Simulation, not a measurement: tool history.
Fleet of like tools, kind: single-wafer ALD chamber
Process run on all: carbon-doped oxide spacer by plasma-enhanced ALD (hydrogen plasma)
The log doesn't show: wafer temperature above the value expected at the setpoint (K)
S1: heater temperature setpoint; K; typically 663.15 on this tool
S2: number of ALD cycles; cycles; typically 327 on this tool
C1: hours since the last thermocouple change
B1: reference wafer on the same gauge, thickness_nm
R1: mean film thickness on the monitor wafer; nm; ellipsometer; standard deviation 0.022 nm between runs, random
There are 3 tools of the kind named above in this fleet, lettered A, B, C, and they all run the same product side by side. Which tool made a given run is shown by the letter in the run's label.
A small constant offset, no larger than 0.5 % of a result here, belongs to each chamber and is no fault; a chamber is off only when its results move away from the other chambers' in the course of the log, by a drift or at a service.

run	day	S1	S2	C1	B1	R1
1A	0.188	663.15	327	1049.6	16.801	16.396
2B	0.342	663.15	327	427.2	16.809	16.419
3C	0.542	663.15	327	1946.6	16.803	16.311
4C	0.725	663.15	327	1951.0	16.810	16.312
5A	0.896	663.15	327	1066.6	16.821	16.462
6B	1.029	663.15	327	443.7	16.812	16.433
7B	1.171	663.15	327	447.1	16.814	16.467
8A	1.312	663.15	327	1076.6	16.815	16.396
9C	1.483	663.15	327	1969.2	16.826	16.292
10A	1.646	669.15	281	1084.6	16.829	14.131
11B	1.767	669.15	281	461.4	16.824	14.142
12C	1.938	669.15	281	1980.1	16.829	14.035
13A	2.071	663.15	327	1094.8	16.836	16.469
14C	2.262	671.15	327	1987.9	16.839	16.333
15B	2.492	671.15	327	478.8	16.836	16.418
16B	2.617	671.15	327	481.8	16.838	16.486
17A	2.758	674.15	327	1111.3	16.838	16.422
18C	2.983	674.15	327	2005.2	16.847	16.282
19B	3.104	674.15	327	493.5	16.846	16.479
20A	3.225	663.15	327	1122.5	16.854	16.434
21C	3.462	663.15	327	2016.7	16.851	16.346
22C	3.650	663.15	327	2021.2	16.859	16.373
23A	3.796	673.15	294	1136.2	16.859	14.810
24B	4.025	673.15	294	515.6	16.862	14.796
25B	4.212	673.15	294	520.1	16.859	14.840
26A	4.333	663.15	327	1149.1	16.866	16.457
27C	4.512	663.15	327	2041.9	16.862	16.356
28B	4.629	663.15	327	530.1	16.873	16.478
29A	4.804	663.15	327	1160.4	16.879	16.519
30C	5.008	663.15	327	2053.8	16.879	16.350
31A	5.246	663.15	327	1171.0	16.878	16.524
32B	5.458	663.15	327	550.0	16.880	16.506
33C	5.592	663.15	291	2067.8	16.885	14.575
34B	5.796	663.15	291	558.1	16.890	14.683
35C	6.029	663.15	291	2078.3	16.891	14.588

The same settings go to every chamber for the next run, one line per chamber below. Forecast the results for each:
36A	6.208	663.15	268			?
36B	6.208	663.15	268			?
36C	6.208	663.15	268			?

run	R1
36A	13.514
36B	13.518
36C	13.387

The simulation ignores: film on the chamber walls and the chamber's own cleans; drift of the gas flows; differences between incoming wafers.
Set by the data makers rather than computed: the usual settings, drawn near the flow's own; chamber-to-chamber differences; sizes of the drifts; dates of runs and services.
